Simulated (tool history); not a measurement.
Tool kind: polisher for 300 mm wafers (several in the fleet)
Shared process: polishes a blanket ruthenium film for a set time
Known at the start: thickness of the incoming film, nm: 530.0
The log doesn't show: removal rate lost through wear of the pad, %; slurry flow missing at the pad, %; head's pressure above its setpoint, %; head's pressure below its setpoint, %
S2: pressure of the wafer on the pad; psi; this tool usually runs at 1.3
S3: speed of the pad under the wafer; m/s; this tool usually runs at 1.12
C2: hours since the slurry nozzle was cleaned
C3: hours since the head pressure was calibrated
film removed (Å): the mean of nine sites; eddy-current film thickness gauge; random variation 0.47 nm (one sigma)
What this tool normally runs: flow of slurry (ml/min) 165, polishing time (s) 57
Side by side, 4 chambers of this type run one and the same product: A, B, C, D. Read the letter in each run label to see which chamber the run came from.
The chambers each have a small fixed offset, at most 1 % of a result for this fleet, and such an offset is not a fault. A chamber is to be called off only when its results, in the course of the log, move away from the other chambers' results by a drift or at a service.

-- hour=6.0 chamber D: worn pad replaced by a new one
run 1A hour=8.2 | flow_of_slurry_(ml/min)=165 S2=1.3 S3=1.12 polishing_time_(s)=57 | wafers_polished_on_this_pad=137 C2=303.0 C3=1120.4 | film_removed_(Å)=386.94
-- hour=9.8 chamber A: slurry nozzle cleaned
-- hour=17.6 chamber B: worn pad replaced by a new one
run 2D hour=19.4 | flow_of_slurry_(ml/min)=165 S2=1.3 S3=1.12 polishing_time_(s)=57 | wafers_polished_on_this_pad=174 C2=441.7 C3=210.1 | film_removed_(Å)=386.36
run 3B hour=30.8 | flow_of_slurry_(ml/min)=165 S2=1.3 S3=1.12 polishing_time_(s)=57 | wafers_polished_on_this_pad=172 C2=94.2 C3=811.7 | film_removed_(Å)=391.14
run 4C hour=40.1 | flow_of_slurry_(ml/min)=165 S2=1.3 S3=1.12 polishing_time_(s)=57 | wafers_polished_on_this_pad=884 C2=576.5 C3=150.1 | film_removed_(Å)=395.56
-- hour=44.7 chamber D: slurry nozzle cleaned
run 5A hour=50.1 | flow_of_slurry_(ml/min)=165 S2=1.3 S3=0.94 polishing_time_(s)=51 | wafers_polished_on_this_pad=680 C2=40.3 C3=1162.3 | film_removed_(Å)=289.66
run 6C hour=59.3 | flow_of_slurry_(ml/min)=165 S2=1.3 S3=0.94 polishing_time_(s)=51 | wafers_polished_on_this_pad=1133 C2=595.7 C3=169.3 | film_removed_(Å)=293.71
run 7B hour=68.9 | flow_of_slurry_(ml/min)=165 S2=1.3 S3=0.94 polishing_time_(s)=51 | wafers_polished_on_this_pad=665 C2=132.3 C3=849.8 | film_removed_(Å)=287.75
-- hour=72.0 chamber C: slurry nozzle cleaned
-- hour=74.8 chamber D: worn pad replaced by a new one
run 8D hour=76.1 | flow_of_slurry_(ml/min)=165 S2=1.3 S3=0.94 polishing_time_(s)=51 | wafers_polished_on_this_pad=17 C2=31.5 C3=266.8 | film_removed_(Å)=289.33
-- hour=78.1 chamber A: worn pad replaced by a new one
-- hour=79.2 chamber C: worn pad replaced by a new one
-- hour=86.1 chamber B: worn pad replaced by a new one
run 9B hour=86.2 | flow_of_slurry_(ml/min)=165 S2=1.3 S3=1.12 polishing_time_(s)=57 | wafers_polished_on_this_pad=2 C2=149.6 C3=867.1 | film_removed_(Å)=391.39
run 10C hour=94.0 | flow_of_slurry_(ml/min)=165 S2=1.3 S3=1.12 polishing_time_(s)=57 | wafers_polished_on_this_pad=192 C2=22.1 C3=204.0 | film_removed_(Å)=390.21
run 11D hour=100.3 | flow_of_slurry_(ml/min)=165 S2=1.3 S3=1.12 polishing_time_(s)=57 | wafers_polished_on_this_pad=331 C2=55.7 C3=291.0 | film_removed_(Å)=383.41
run 12A hour=107.3 | flow_of_slurry_(ml/min)=165 S2=1.3 S3=1.12 polishing_time_(s)=57 | wafers_polished_on_this_pad=378 C2=97.5 C3=1219.5 | film_removed_(Å)=386.76
run 13D hour=120.1 | flow_of_slurry_(ml/min)=165 S2=1.3 S3=1.12 polishing_time_(s)=57 | wafers_polished_on_this_pad=587 C2=75.5 C3=310.8 | film_removed_(Å)=381.18
run 14B hour=132.8 | flow_of_slurry_(ml/min)=165 S2=1.3 S3=1.12 polishing_time_(s)=57 | wafers_polished_on_this_pad=606 C2=196.2 C3=913.7 | film_removed_(Å)=386.25
run 15A hour=142.1 | flow_of_slurry_(ml/min)=165 S2=1.3 S3=1.12 polishing_time_(s)=57 | wafers_polished_on_this_pad=829 C2=132.3 C3=1254.3 | film_removed_(Å)=384.60
-- hour=143.3 chamber D: worn pad replaced by a new one
run 16C hour=150.9 | flow_of_slurry_(ml/min)=165 S2=1.3 S3=1.12 polishing_time_(s)=57 | wafers_polished_on_this_pad=929 C2=79.0 C3=260.9 | film_removed_(Å)=390.29
-- hour=153.9 chamber B: worn pad replaced by a new one
run 17D hour=157.7 | flow_of_slurry_(ml/min)=165 S2=1.3 S3=1.32 polishing_time_(s)=57 | wafers_polished_on_this_pad=186 C2=113.1 C3=348.4 | film_removed_(Å)=439.73
-- hour=161.3 chamber B: head pressure recalibrated
run 18C hour=165.6 | flow_of_slurry_(ml/min)=165 S2=1.3 S3=1.32 polishing_time_(s)=57 | wafers_polished_on_this_pad=1120 C2=93.7 C3=275.6 | film_removed_(Å)=458.82
-- hour=167.8 chamber C: worn pad replaced by a new one
-- hour=174.3 chamber A: worn pad replaced by a new one
run 19A hour=177.5 | flow_of_slurry_(ml/min)=165 S2=1.3 S3=1.32 polishing_time_(s)=57 | wafers_polished_on_this_pad=42 C2=167.7 C3=1289.7 | film_removed_(Å)=456.38
run 20B hour=185.1 | flow_of_slurry_(ml/min)=165 S2=1.3 S3=1.32 polishing_time_(s)=57 | wafers_polished_on_this_pad=405 C2=248.5 C3=23.9 | film_removed_(Å)=462.30
-- hour=186.5 chamber A: head pressure recalibrated
run 21B hour=193.2 | flow_of_slurry_(ml/min)=165 S2=1.3 S3=1.12 polishing_time_(s)=57 | wafers_polished_on_this_pad=510 C2=256.6 C3=32.0 | film_removed_(Å)=387.72
run 22C hour=201.2 | flow_of_slurry_(ml/min)=165 S2=1.3 S3=1.12 polishing_time_(s)=57 | wafers_polished_on_this_pad=433 C2=129.3 C3=311.2 | film_removed_(Å)=385.03
run 23A hour=208.7 | flow_of_slurry_(ml/min)=165 S2=1.3 S3=1.12 polishing_time_(s)=57 | wafers_polished_on_this_pad=446 C2=198.9 C3=22.2 | film_removed_(Å)=391.16
-- hour=212.4 chamber D: worn pad replaced by a new one
run 24D hour=216.5 | flow_of_slurry_(ml/min)=165 S2=1.3 S3=1.12 polishing_time_(s)=57 | wafers_polished_on_this_pad=53 C2=171.9 C3=407.2 | film_removed_(Å)=367.70
run 25B hour=224.7 | flow_of_slurry_(ml/min)=165 S2=1.3 S3=1.12 polishing_time_(s)=57 | wafers_polished_on_this_pad=918 C2=288.1 C3=63.5 | film_removed_(Å)=388.57
-- hour=232.2 chamber B: worn pad replaced by a new one
run 26A hour=234.1 | flow_of_slurry_(ml/min)=165 S2=1.3 S3=1.12 polishing_time_(s)=39 | wafers_polished_on_this_pad=775 C2=224.3 C3=47.6 | film_removed_(Å)=268.24
-- hour=240.6 chamber B: slurry nozzle cleaned
run 27D hour=243.4 | flow_of_slurry_(ml/min)=165 S2=1.3 S3=1.12 polishing_time_(s)=39 | wafers_polished_on_this_pad=402 C2=198.8 C3=434.1 | film_removed_(Å)=241.60
run 28C hour=253.4 | flow_of_slurry_(ml/min)=165 S2=1.3 S3=1.12 polishing_time_(s)=39 | wafers_polished_on_this_pad=1109 C2=181.5 C3=363.4 | film_removed_(Å)=273.84
run 29C hour=262.7 | flow_of_slurry_(ml/min)=165 S2=1.3 S3=1.12 polishing_time_(s)=39 | wafers_polished_on_this_pad=1230 C2=190.8 C3=372.7 | film_removed_(Å)=269.01
-- hour=266.2 chamber A: slurry nozzle cleaned
-- hour=272.2 chamber A: worn pad replaced by a new one
run 30D hour=272.8 | flow_of_slurry_(ml/min)=165 S2=1.3 S3=1.12 polishing_time_(s)=57 | wafers_polished_on_this_pad=783 C2=228.2 C3=463.5 | film_removed_(Å)=360.98
run 31A hour=280.4 | flow_of_slurry_(ml/min)=165 S2=1.3 S3=1.12 polishing_time_(s)=57 | wafers_polished_on_this_pad=106 C2=14.2 C3=93.9 | film_removed_(Å)=381.19
-- hour=282.1 chamber D: worn pad replaced by a new one
run 32B hour=288.0 | flow_of_slurry_(ml/min)=165 S2=1.3 S3=1.12 polishing_time_(s)=57 | wafers_polished_on_this_pad=723 C2=47.4 C3=126.8 | film_removed_(Å)=392.86
run 33D hour=296.8 | flow_of_slurry_(ml/min)=165 S2=1.3 S3=1.12 polishing_time_(s)=57 | wafers_polished_on_this_pad=190 C2=252.2 C3=487.5 | film_removed_(Å)=353.89
run 34B hour=304.6 | flow_of_slurry_(ml/min)=165 S2=1.3 S3=1.12 polishing_time_(s)=57 | wafers_polished_on_this_pad=938 C2=64.0 C3=143.4 | film_removed_(Å)=378.00

Next, all 4 chambers run the settings below, one line each with question marks for the results. What does each chamber give?
run 35A hour=314.0 | flow_of_slurry_(ml/min)=165 S2=1.3 S3=1.50 polishing_time_(s)=57 | film_removed_(Å)=?
run 35B hour=314.0 | flow_of_slurry_(ml/min)=165 S2=1.3 S3=1.50 polishing_time_(s)=57 | film_removed_(Å)=?
run 35C hour=314.0 | flow_of_slurry_(ml/min)=165 S2=1.3 S3=1.50 polishing_time_(s)=57 | film_removed_(Å)=?
run 35D hour=314.0 | flow_of_slurry_(ml/min)=165 S2=1.3 S3=1.50 polishing_time_(s)=57 | film_removed_(Å)=?

run=35A film_removed_(Å)=521.25
run=35B film_removed_(Å)=505.16
run=35C film_removed_(Å)=520.76
run=35D film_removed_(Å)=462.38
